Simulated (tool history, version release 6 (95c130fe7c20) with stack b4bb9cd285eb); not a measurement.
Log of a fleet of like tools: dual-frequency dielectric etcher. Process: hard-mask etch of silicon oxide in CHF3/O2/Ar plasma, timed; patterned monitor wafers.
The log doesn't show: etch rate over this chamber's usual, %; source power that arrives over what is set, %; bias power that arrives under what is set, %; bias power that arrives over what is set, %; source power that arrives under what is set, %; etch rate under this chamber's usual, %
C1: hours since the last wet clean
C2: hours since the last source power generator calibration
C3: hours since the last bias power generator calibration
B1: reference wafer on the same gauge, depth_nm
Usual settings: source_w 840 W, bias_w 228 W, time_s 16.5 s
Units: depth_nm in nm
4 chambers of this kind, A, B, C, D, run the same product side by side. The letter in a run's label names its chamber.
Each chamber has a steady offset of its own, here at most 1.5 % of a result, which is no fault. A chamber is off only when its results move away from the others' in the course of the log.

{"run": "1C", "day": 0.175, "source_w": 840, "bias_w": 228, "time_s": 16.5, "C1": 305.1, "C2": 1366.6, "C3": 1610.6, "B1": 37.38, "depth_nm": 39.856}
{"run": "2B", "day": 0.267, "source_w": 840, "bias_w": 228, "time_s": 16.5, "C1": 426.8, "C2": 564.1, "C3": 4392.4, "B1": 37.382, "depth_nm": 40.231}
{"run": "3A", "day": 0.392, "source_w": 840, "bias_w": 228, "time_s": 16.5, "C1": 33.1, "C2": 4097.3, "C3": 1598.8, "B1": 37.387, "depth_nm": 40.76}
{"run": "4D", "day": 0.508, "source_w": 840, "bias_w": 228, "time_s": 16.5, "C1": 412.5, "C2": 3091.7, "C3": 644.4, "B1": 37.381, "depth_nm": 40.318}
{"run": "5C", "day": 0.638, "source_w": 840, "bias_w": 228, "time_s": 16.5, "C1": 316.2, "C2": 1377.7, "C3": 1621.7, "B1": 37.366, "depth_nm": 39.851}
{"run": "6D", "day": 0.721, "source_w": 840, "bias_w": 228, "time_s": 16.5, "C1": 417.6, "C2": 3096.8, "C3": 649.5, "B1": 37.361, "depth_nm": 40.335}
{"run": "7B", "day": 0.838, "source_w": 950, "bias_w": 204, "time_s": 16.5, "C1": 440.5, "C2": 577.8, "C3": 4406.1, "B1": 37.346, "depth_nm": 40.529}
{"day": 0.892, "done": "chamber A: source power generator calibrated"}
{"run": "8A", "day": 1.017, "source_w": 950, "bias_w": 204, "time_s": 16.5, "C1": 48.1, "C2": 3.1, "C3": 1613.8, "B1": 37.356, "depth_nm": 41.105}
{"run": "9C", "day": 1.096, "source_w": 950, "bias_w": 204, "time_s": 16.5, "C1": 327.2, "C2": 1388.7, "C3": 1632.7, "B1": 37.334, "depth_nm": 40.355}
{"run": "10B", "day": 1.217, "source_w": 950, "bias_w": 204, "time_s": 16.5, "C1": 449.6, "C2": 586.9, "C3": 4415.2, "B1": 37.325, "depth_nm": 40.491}
{"run": "11D", "day": 1.342, "source_w": 840, "bias_w": 228, "time_s": 16.5, "C1": 432.5, "C2": 3111.7, "C3": 664.4, "B1": 37.324, "depth_nm": 40.209}
{"run": "12A", "day": 1.488, "source_w": 840, "bias_w": 228, "time_s": 16.5, "C1": 59.4, "C2": 14.4, "C3": 1625.1, "B1": 37.343, "depth_nm": 40.58}
{"run": "13C", "day": 1.625, "source_w": 840, "bias_w": 228, "time_s": 16.5, "C1": 339.9, "C2": 1401.4, "C3": 1645.4, "B1": 37.298, "depth_nm": 39.83}
{"run": "14A", "day": 1.721, "source_w": 840, "bias_w": 228, "time_s": 16.5, "C1": 65, "C2": 20, "C3": 1630.7, "B1": 37.29, "depth_nm": 40.629}
{"run": "15D", "day": 1.879, "source_w": 840, "bias_w": 228, "time_s": 16.5, "C1": 445.4, "C2": 3124.6, "C3": 677.3, "B1": 37.296, "depth_nm": 40.111}
{"run": "16B", "day": 1.967, "source_w": 840, "bias_w": 228, "time_s": 16.5, "C1": 467.6, "C2": 604.9, "C3": 4433.2, "B1": 37.295, "depth_nm": 40.047}
{"run": "17C", "day": 2.058, "source_w": 1000, "bias_w": 228, "time_s": 21, "C1": 350.3, "C2": 1411.8, "C3": 1655.8, "B1": 37.291, "depth_nm": 54.064}
{"run": "18B", "day": 2.229, "source_w": 1000, "bias_w": 228, "time_s": 21, "C1": 473.9, "C2": 611.2, "C3": 4439.5, "B1": 37.285, "depth_nm": 54.422}
{"day": 2.292, "done": "chamber D: wet clean of the chamber"}
{"run": "19A", "day": 2.404, "source_w": 1000, "bias_w": 228, "time_s": 21, "C1": 81.4, "C2": 36.4, "C3": 1647.1, "B1": 37.262, "depth_nm": 55.068}
{"run": "20D", "day": 2.538, "source_w": 1000, "bias_w": 228, "time_s": 21, "C1": 6, "C2": 3140.4, "C3": 693.1, "B1": 37.252, "depth_nm": 54.663}
{"run": "21B", "day": 2.638, "source_w": 840, "bias_w": 228, "time_s": 16.5, "C1": 483.7, "C2": 621, "C3": 4449.3, "B1": 37.251, "depth_nm": 40.072}
{"run": "22C", "day": 2.792, "source_w": 840, "bias_w": 187, "time_s": 19.5, "C1": 367.9, "C2": 1429.4, "C3": 1673.4, "B1": 37.237, "depth_nm": 43.881}
{"run": "23A", "day": 2.967, "source_w": 840, "bias_w": 187, "time_s": 19.5, "C1": 94.9, "C2": 49.9, "C3": 1660.6, "B1": 37.229, "depth_nm": 44.992}
{"run": "24D", "day": 3.088, "source_w": 840, "bias_w": 187, "time_s": 19.5, "C1": 19.2, "C2": 3153.6, "C3": 706.3, "B1": 37.233, "depth_nm": 44.45}
{"run": "25C", "day": 3.204, "source_w": 840, "bias_w": 187, "time_s": 19.5, "C1": 377.8, "C2": 1439.3, "C3": 1683.3, "B1": 37.222, "depth_nm": 43.862}
{"run": "26B", "day": 3.346, "source_w": 840, "bias_w": 228, "time_s": 16.5, "C1": 500.7, "C2": 638, "C3": 4466.3, "B1": 37.214, "depth_nm": 39.946}
{"run": "27D", "day": 3.425, "source_w": 840, "bias_w": 209, "time_s": 16.5, "C1": 27.3, "C2": 3161.7, "C3": 714.4, "B1": 37.202, "depth_nm": 39.083}
{"run": "28A", "day": 3.588, "source_w": 840, "bias_w": 209, "time_s": 16.5, "C1": 109.8, "C2": 64.8, "C3": 1675.5, "B1": 37.216, "depth_nm": 39.297}
{"run": "29A", "day": 3.725, "source_w": 840, "bias_w": 209, "time_s": 16.5, "C1": 113.1, "C2": 68.1, "C3": 1678.8, "B1": 37.205, "depth_nm": 39.302}
{"run": "30B", "day": 3.908, "source_w": 840, "bias_w": 209, "time_s": 16.5, "C1": 514.2, "C2": 651.5, "C3": 4479.8, "B1": 37.192, "depth_nm": 38.67}
{"run": "31D", "day": 4.083, "source_w": 840, "bias_w": 228, "time_s": 16.5, "C1": 43.1, "C2": 3177.5, "C3": 730.2, "B1": 37.183, "depth_nm": 40.227}
{"run": "32C", "day": 4.238, "source_w": 840, "bias_w": 228, "time_s": 16.5, "C1": 402.6, "C2": 1464.1, "C3": 1708.1, "B1": 37.174, "depth_nm": 39.534}
{"run": "33A", "day": 4.367, "source_w": 840, "bias_w": 228, "time_s": 16.5, "C1": 128.5, "C2": 83.5, "C3": 1694.2, "B1": 37.172, "depth_nm": 40.493}
{"run": "34D", "day": 4.496, "source_w": 840, "bias_w": 228, "time_s": 16.5, "C1": 53, "C2": 3187.4, "C3": 740.1, "B1": 37.18, "depth_nm": 40.115}
{"run": "35B", "day": 4.679, "source_w": 840, "bias_w": 228, "time_s": 16.5, "C1": 532.7, "C2": 670, "C3": 4498.3, "B1": 37.137, "depth_nm": 39.908}

Next, every chamber runs the same settings. What will each give?
{"run": "36A", "day": 4.808, "source_w": 840, "bias_w": 228, "time_s": 16.5, "depth_nm": "?"}
{"run": "36B", "day": 4.808, "source_w": 840, "bias_w": 228, "time_s": 16.5, "depth_nm": "?"}
{"run": "36C", "day": 4.808, "source_w": 840, "bias_w": 228, "time_s": 16.5, "depth_nm": "?"}
{"run": "36D", "day": 4.808, "source_w": 840, "bias_w": 228, "time_s": 16.5, "depth_nm": "?"}

run=36A depth_nm=40.411
run=36B depth_nm=39.891
run=36C depth_nm=39.512
run=36D depth_nm=40.062

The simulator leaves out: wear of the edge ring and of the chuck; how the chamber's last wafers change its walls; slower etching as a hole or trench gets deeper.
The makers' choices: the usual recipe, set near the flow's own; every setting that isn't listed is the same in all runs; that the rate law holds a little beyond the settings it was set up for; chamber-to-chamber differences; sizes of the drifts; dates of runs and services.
